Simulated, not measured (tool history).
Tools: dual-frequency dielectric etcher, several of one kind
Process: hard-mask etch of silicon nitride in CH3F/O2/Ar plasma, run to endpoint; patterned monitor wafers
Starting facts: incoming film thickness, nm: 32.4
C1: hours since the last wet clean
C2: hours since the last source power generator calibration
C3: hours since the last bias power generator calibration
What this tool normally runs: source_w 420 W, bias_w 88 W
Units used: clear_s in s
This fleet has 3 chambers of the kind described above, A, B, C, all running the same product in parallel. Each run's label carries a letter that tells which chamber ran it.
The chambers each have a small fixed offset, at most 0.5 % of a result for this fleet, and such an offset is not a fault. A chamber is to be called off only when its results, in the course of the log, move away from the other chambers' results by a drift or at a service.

run 1B hour=14.9 | source_w=420 bias_w=88 | C1=354.0 C2=1199.1 C3=2475.4 | clear_s=42.791
run 2C hour=26.8 | source_w=420 bias_w=88 | C1=206.5 C2=1309.7 C3=3872.0 | clear_s=42.851
run 3A hour=42.9 | source_w=420 bias_w=88 | C1=184.7 C2=3457.4 C3=2845.5 | clear_s=42.788
run 4A hour=57.4 | source_w=420 bias_w=88 | C1=199.2 C2=3471.9 C3=2860.0 | clear_s=42.996
run 5C hour=69.8 | source_w=420 bias_w=88 | C1=249.5 C2=1352.7 C3=3915.0 | clear_s=42.932
run 6B hour=84.7 | source_w=420 bias_w=100 | C1=423.8 C2=1268.9 C3=2545.2 | clear_s=40.610
run 7C hour=99.2 | source_w=420 bias_w=100 | C1=278.9 C2=1382.1 C3=3944.4 | clear_s=40.908
run 8A hour=109.4 | source_w=420 bias_w=100 | C1=251.2 C2=3523.9 C3=2912.0 | clear_s=40.856
run 9B hour=122.2 | source_w=420 bias_w=88 | C1=461.3 C2=1306.4 C3=2582.7 | clear_s=42.930
run 10A hour=131.5 | source_w=420 bias_w=88 | C1=273.3 C2=3546.0 C3=2934.1 | clear_s=42.738
run 11C hour=140.4 | source_w=420 bias_w=88 | C1=320.1 C2=1423.3 C3=3985.6 | clear_s=42.661
run 12B hour=156.1 | source_w=420 bias_w=88 | C1=495.2 C2=1340.3 C3=2616.6 | clear_s=42.501
run 13C hour=167.3 | source_w=420 bias_w=88 | C1=347.0 C2=1450.2 C3=4012.5 | clear_s=42.849
run 14B hour=181.1 | source_w=420 bias_w=88 | C1=520.2 C2=1365.3 C3=2641.6 | clear_s=42.729
run 15A hour=191.8 | source_w=420 bias_w=88 | C1=333.6 C2=3606.3 C3=2994.4 | clear_s=42.729
run 16C hour=206.5 | source_w=420 bias_w=88 | C1=386.2 C2=1489.4 C3=4051.7 | clear_s=42.964
run 17A hour=216.7 | source_w=420 bias_w=88 | C1=358.5 C2=3631.2 C3=3019.3 | clear_s=42.553
run 18B hour=227.7 | source_w=420 bias_w=88 | C1=566.8 C2=1411.9 C3=2688.2 | clear_s=42.736
run 19C hour=241.3 | source_w=420 bias_w=88 | C1=421.0 C2=1524.2 C3=4086.5 | clear_s=43.169
-- hour=248.2 chamber C: wet clean of the chamber
run 20A hour=255.9 | source_w=420 bias_w=88 | C1=397.7 C2=3670.4 C3=3058.5 | clear_s=42.020
-- hour=269.5 chamber B: wet clean of the chamber
run 21B hour=269.6 | source_w=320 bias_w=88 | C1=0.1 C2=1453.8 C3=2730.1 | clear_s=46.831
run 22A hour=277.3 | source_w=320 bias_w=88 | C1=419.1 C2=3691.8 C3=3079.9 | clear_s=46.388
run 23B hour=286.7 | source_w=320 bias_w=88 | C1=17.2 C2=1470.9 C3=2747.2 | clear_s=47.520
run 24C hour=296.7 | source_w=420 bias_w=88 | C1=48.5 C2=1579.6 C3=4141.9 | clear_s=42.694
run 25A hour=306.7 | source_w=420 bias_w=88 | C1=448.5 C2=3721.2 C3=3109.3 | clear_s=41.949
run 26B hour=314.2 | source_w=420 bias_w=88 | C1=44.7 C2=1498.4 C3=2774.7 | clear_s=43.253
run 27C hour=323.7 | source_w=360 bias_w=95 | C1=75.5 C2=1606.6 C3=4168.9 | clear_s=44.010
run 28B hour=332.8 | source_w=360 bias_w=95 | C1=63.3 C2=1517.0 C3=2793.3 | clear_s=44.304
run 29A hour=340.2 | source_w=360 bias_w=95 | C1=482.0 C2=3754.7 C3=3142.8 | clear_s=42.968
-- hour=345.4 chamber A: source power generator calibrated
run 30C hour=354.3 | source_w=420 bias_w=88 | C1=106.1 C2=1637.2 C3=4199.5 | clear_s=42.647
run 31A hour=368.1 | source_w=420 bias_w=88 | C1=509.9 C2=22.7 C3=3170.7 | clear_s=41.085
run 32B hour=381.3 | source_w=420 bias_w=88 | C1=111.8 C2=1565.5 C3=2841.8 | clear_s=42.557

Read the log: is a single chamber off, either drifting away or since a service, is the gauge that measures every chamber drifting, or is nothing wrong beyond small per-chamber offsets? Name any odd chamber and what most likely caused it.

One chamber, A, drifts off from the rest bit by bit.
What lies behind it: etch rate over this chamber's usual, % = 4.3.

Below are 4 candidate recipes for chamber A's next run, each the usual settings with a change, their results shown as question marks. Which of them brings A's results back in line with what the other chambers give on the usual settings?
Maximum distance from the other chambers' mean on the usual settings for a result to count as in line: clear_s 0.690 s
run 33A-1 hour=393.2 | source_w=420 bias_w=98 | clear_s=?
run 33A-2 hour=393.2 | source_w=470 bias_w=98 | clear_s=?
run 33A-3 hour=393.2 | source_w=400 bias_w=83 | clear_s=?
run 33A-4 hour=393.2 | source_w=380 bias_w=79 | clear_s=?

Average result of the remaining chambers running the usual settings: clear_s 42.807 s
run=33A-1 clear_s=39.514
run=33A-2 clear_s=37.890
run=33A-3 clear_s=42.720
run=33A-4 clear_s=44.320
With 33A-3, the chamber falls back in line with the rest.

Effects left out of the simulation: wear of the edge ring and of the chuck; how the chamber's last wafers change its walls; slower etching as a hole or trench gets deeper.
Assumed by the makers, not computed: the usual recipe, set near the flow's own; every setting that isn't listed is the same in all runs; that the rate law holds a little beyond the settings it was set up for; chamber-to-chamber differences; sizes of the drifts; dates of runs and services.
